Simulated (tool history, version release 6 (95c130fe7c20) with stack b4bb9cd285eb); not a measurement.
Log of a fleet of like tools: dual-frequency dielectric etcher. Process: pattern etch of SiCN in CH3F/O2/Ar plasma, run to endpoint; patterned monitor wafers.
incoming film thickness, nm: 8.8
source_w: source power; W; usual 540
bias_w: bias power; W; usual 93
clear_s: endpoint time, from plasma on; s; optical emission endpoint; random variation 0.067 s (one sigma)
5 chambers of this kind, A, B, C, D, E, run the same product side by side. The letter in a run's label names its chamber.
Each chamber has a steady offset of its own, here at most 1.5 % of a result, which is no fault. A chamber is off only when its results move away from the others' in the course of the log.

{"run": "1A", "hour": 3.6, "source_w": 540, "bias_w": 93, "clear_s": 18.981}
{"run": "2E", "hour": 10.5, "source_w": 540, "bias_w": 93, "clear_s": 19.011}
{"run": "3B", "hour": 17.4, "source_w": 540, "bias_w": 93, "clear_s": 19.046}
{"hour": 18.9, "done": "chamber A: wet clean of the chamber"}
{"run": "4D", "hour": 21.9, "source_w": 540, "bias_w": 93, "clear_s": 19.212}
{"run": "5C", "hour": 27.8, "source_w": 540, "bias_w": 93, "clear_s": 18.932}
{"run": "6A", "hour": 34.9, "source_w": 540, "bias_w": 93, "clear_s": 18.9}
{"run": "7D", "hour": 42.1, "source_w": 540, "bias_w": 93, "clear_s": 19.239}
{"run": "8C", "hour": 46.3, "source_w": 540, "bias_w": 93, "clear_s": 19.118}
{"run": "9E", "hour": 51.8, "source_w": 540, "bias_w": 93, "clear_s": 19.023}
{"run": "10B", "hour": 58.3, "source_w": 540, "bias_w": 93, "clear_s": 18.949}
{"run": "11D", "hour": 65.8, "source_w": 480, "bias_w": 93, "clear_s": 20.162}
{"run": "12A", "hour": 73.0, "source_w": 480, "bias_w": 93, "clear_s": 20.058}
{"run": "13C", "hour": 80.0, "source_w": 480, "bias_w": 93, "clear_s": 20.006}
{"run": "14E", "hour": 84.3, "source_w": 480, "bias_w": 93, "clear_s": 19.9}
{"run": "15B", "hour": 87.9, "source_w": 480, "bias_w": 93, "clear_s": 19.87}
{"run": "16E", "hour": 94.4, "source_w": 540, "bias_w": 93, "clear_s": 19.103}
{"run": "17A", "hour": 100.0, "source_w": 540, "bias_w": 93, "clear_s": 19.124}
{"run": "18C", "hour": 105.1, "source_w": 540, "bias_w": 93, "clear_s": 19.2}
{"run": "19B", "hour": 108.7, "source_w": 540, "bias_w": 93, "clear_s": 19.017}
{"run": "20D", "hour": 115.2, "source_w": 540, "bias_w": 93, "clear_s": 19.432}
{"run": "21E", "hour": 119.5, "source_w": 540, "bias_w": 93, "clear_s": 19.01}
{"run": "22A", "hour": 123.9, "source_w": 540, "bias_w": 93, "clear_s": 19.147}
{"run": "23B", "hour": 127.8, "source_w": 540, "bias_w": 93, "clear_s": 18.926}
{"run": "24C", "hour": 131.6, "source_w": 680, "bias_w": 103, "clear_s": 17.083}
{"run": "25D", "hour": 139.0, "source_w": 680, "bias_w": 103, "clear_s": 17.154}
{"run": "26B", "hour": 146.5, "source_w": 680, "bias_w": 103, "clear_s": 16.843}
{"run": "27D", "hour": 151.7, "source_w": 680, "bias_w": 103, "clear_s": 17.074}
{"run": "28A", "hour": 156.1, "source_w": 680, "bias_w": 103, "clear_s": 16.832}
{"run": "29C", "hour": 161.3, "source_w": 540, "bias_w": 112, "clear_s": 18.159}
{"run": "30E", "hour": 167.2, "source_w": 540, "bias_w": 112, "clear_s": 17.812}
{"run": "31B", "hour": 172.9, "source_w": 540, "bias_w": 112, "clear_s": 17.716}
{"run": "32A", "hour": 177.6, "source_w": 540, "bias_w": 112, "clear_s": 17.713}
{"run": "33E", "hour": 181.0, "source_w": 540, "bias_w": 112, "clear_s": 17.724}
{"run": "34D", "hour": 187.9, "source_w": 540, "bias_w": 93, "clear_s": 19.226}
{"run": "35C", "hour": 194.6, "source_w": 490, "bias_w": 73, "clear_s": 22.139}
{"run": "36B", "hour": 198.1, "source_w": 490, "bias_w": 73, "clear_s": 21.569}
{"run": "37E", "hour": 205.6, "source_w": 490, "bias_w": 73, "clear_s": 21.516}
{"run": "38D", "hour": 211.3, "source_w": 490, "bias_w": 73, "clear_s": 21.871}
{"run": "39C", "hour": 218.0, "source_w": 490, "bias_w": 73, "clear_s": 22.192}
{"run": "40A", "hour": 221.5, "source_w": 650, "bias_w": 93, "clear_s": 17.777}
{"run": "41C", "hour": 226.5, "source_w": 650, "bias_w": 93, "clear_s": 18.514}
{"run": "42D", "hour": 230.3, "source_w": 650, "bias_w": 93, "clear_s": 17.98}
{"run": "43A", "hour": 235.1, "source_w": 650, "bias_w": 93, "clear_s": 17.627}

What goes on in this fleet: one chamber off, a drifting gauge, or nothing beyond the chambers' own small offsets? Name the chamber and the cause, if any.

Chamber C drifts away from the others.
Cause: etch rate under this chamber's usual, % = 4.72.

Here are 4 candidates for chamber C's next run, each the usual settings with a change, their results left as question marks. Which one brings its results back in line with what the others give on the usual settings?
In line means no further than this from the other chambers' mean on the usual settings: clear_s 0.230 s
{"run": "44C-1", "hour": 240.6, "source_w": 490, "bias_w": 93, "clear_s": "?"}
{"run": "44C-2", "hour": 240.6, "source_w": 570, "bias_w": 97, "clear_s": "?"}
{"run": "44C-3", "hour": 240.6, "source_w": 540, "bias_w": 89, "clear_s": "?"}
{"run": "44C-4", "hour": 240.6, "source_w": 550, "bias_w": 95, "clear_s": "?"}

The other chambers' mean on the usual settings: clear_s 19.114 s
run=44C-1 clear_s=20.483
run=44C-2 clear_s=19.059
run=44C-3 clear_s=20.063
run=44C-4 clear_s=19.462
44C-2 brings the chamber back in line.

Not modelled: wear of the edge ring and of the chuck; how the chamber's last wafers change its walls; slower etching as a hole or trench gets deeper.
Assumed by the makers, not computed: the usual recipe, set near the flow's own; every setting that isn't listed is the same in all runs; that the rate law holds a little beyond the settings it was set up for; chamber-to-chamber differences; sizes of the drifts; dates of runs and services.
